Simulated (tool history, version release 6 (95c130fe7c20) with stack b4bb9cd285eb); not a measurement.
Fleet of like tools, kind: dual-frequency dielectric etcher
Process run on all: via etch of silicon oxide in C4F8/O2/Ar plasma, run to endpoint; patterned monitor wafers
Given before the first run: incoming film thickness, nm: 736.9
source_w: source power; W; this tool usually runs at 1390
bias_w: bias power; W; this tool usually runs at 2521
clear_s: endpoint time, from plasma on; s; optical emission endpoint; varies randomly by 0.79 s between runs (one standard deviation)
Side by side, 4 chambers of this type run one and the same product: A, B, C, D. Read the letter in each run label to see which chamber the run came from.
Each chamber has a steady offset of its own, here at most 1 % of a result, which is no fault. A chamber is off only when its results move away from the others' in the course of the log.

| run | hour | source_w | bias_w | clear_s |
|---|---|---|---|---|
| 1A | 14.7 | 1390 | 2521 | 157.28 |
| 2D | 25.9 | 1390 | 2521 | 159.08 |
|  | 35.1 | chamber A: wet clean of the chamber |
| 3B | 39.6 | 1390 | 2521 | 157.34 |
| 4C | 53.3 | 1390 | 2521 | 155.85 |
| 5C | 65.5 | 1390 | 2521 | 157.76 |
| 6B | 78.9 | 1390 | 2521 | 156.98 |
| 7A | 91.1 | 1390 | 2521 | 157.45 |
| 8D | 101.9 | 1610 | 2521 | 148.53 |
| 9A | 111.6 | 1610 | 2521 | 148.29 |
| 10C | 122.0 | 1610 | 2521 | 147.51 |
| 11B | 135.3 | 1610 | 2521 | 147.05 |
| 12D | 145.9 | 1390 | 2521 | 158.78 |
| 13C | 154.2 | 1390 | 2521 | 156.10 |
| 14B | 162.1 | 1390 | 2521 | 156.73 |
| 15A | 175.0 | 1390 | 2521 | 157.89 |
| 16D | 183.4 | 1390 | 2521 | 157.56 |
| 17D | 194.3 | 1390 | 2521 | 158.49 |
| 18A | 201.2 | 1240 | 1952 | 179.03 |
| 19B | 214.6 | 1240 | 1952 | 176.16 |
| 20C | 228.9 | 1240 | 1952 | 174.45 |
| 21B | 239.7 | 1240 | 1952 | 176.14 |
| 22A | 249.7 | 1390 | 2521 | 157.91 |
| 23C | 258.1 | 1390 | 2521 | 154.54 |
| 24D | 266.3 | 1390 | 2521 | 155.82 |
| 25C | 273.9 | 1390 | 2521 | 154.03 |
| 26B | 289.3 | 1390 | 2521 | 154.71 |
| 27D | 299.6 | 1390 | 2521 | 158.76 |
| 28A | 312.6 | 1210 | 2521 | 165.57 |
|  | 314.0 | chamber B: wet clean of the chamber |
| 29A | 319.3 | 1210 | 2521 | 166.84 |
| 30D | 334.6 | 1210 | 2521 | 166.02 |
| 31C | 342.5 | 1210 | 2521 | 158.88 |
| 32B | 354.2 | 1390 | 2521 | 154.80 |
|  | 361.9 | chamber B: source power generator calibrated |
| 33A | 368.1 | 1160 | 2521 | 169.83 |
| 34B | 381.2 | 1160 | 2521 | 167.71 |
| 35D | 396.3 | 1160 | 2521 | 169.58 |
| 36C | 406.9 | 1160 | 2521 | 161.28 |
| 37B | 418.5 | 1390 | 2521 | 156.55 |

Each of the 4 chambers runs these same settings next. Fill in every chamber's results:
| 38A | 429.5 | 1390 | 2521 | ? |
| 38B | 429.5 | 1390 | 2521 | ? |
| 38C | 429.5 | 1390 | 2521 | ? |
| 38D | 429.5 | 1390 | 2521 | ? |

| run | clear_s |
|---|---|
| 38A | 157.29 |
| 38B | 156.46 |
| 38C | 150.12 |
| 38D | 157.45 |

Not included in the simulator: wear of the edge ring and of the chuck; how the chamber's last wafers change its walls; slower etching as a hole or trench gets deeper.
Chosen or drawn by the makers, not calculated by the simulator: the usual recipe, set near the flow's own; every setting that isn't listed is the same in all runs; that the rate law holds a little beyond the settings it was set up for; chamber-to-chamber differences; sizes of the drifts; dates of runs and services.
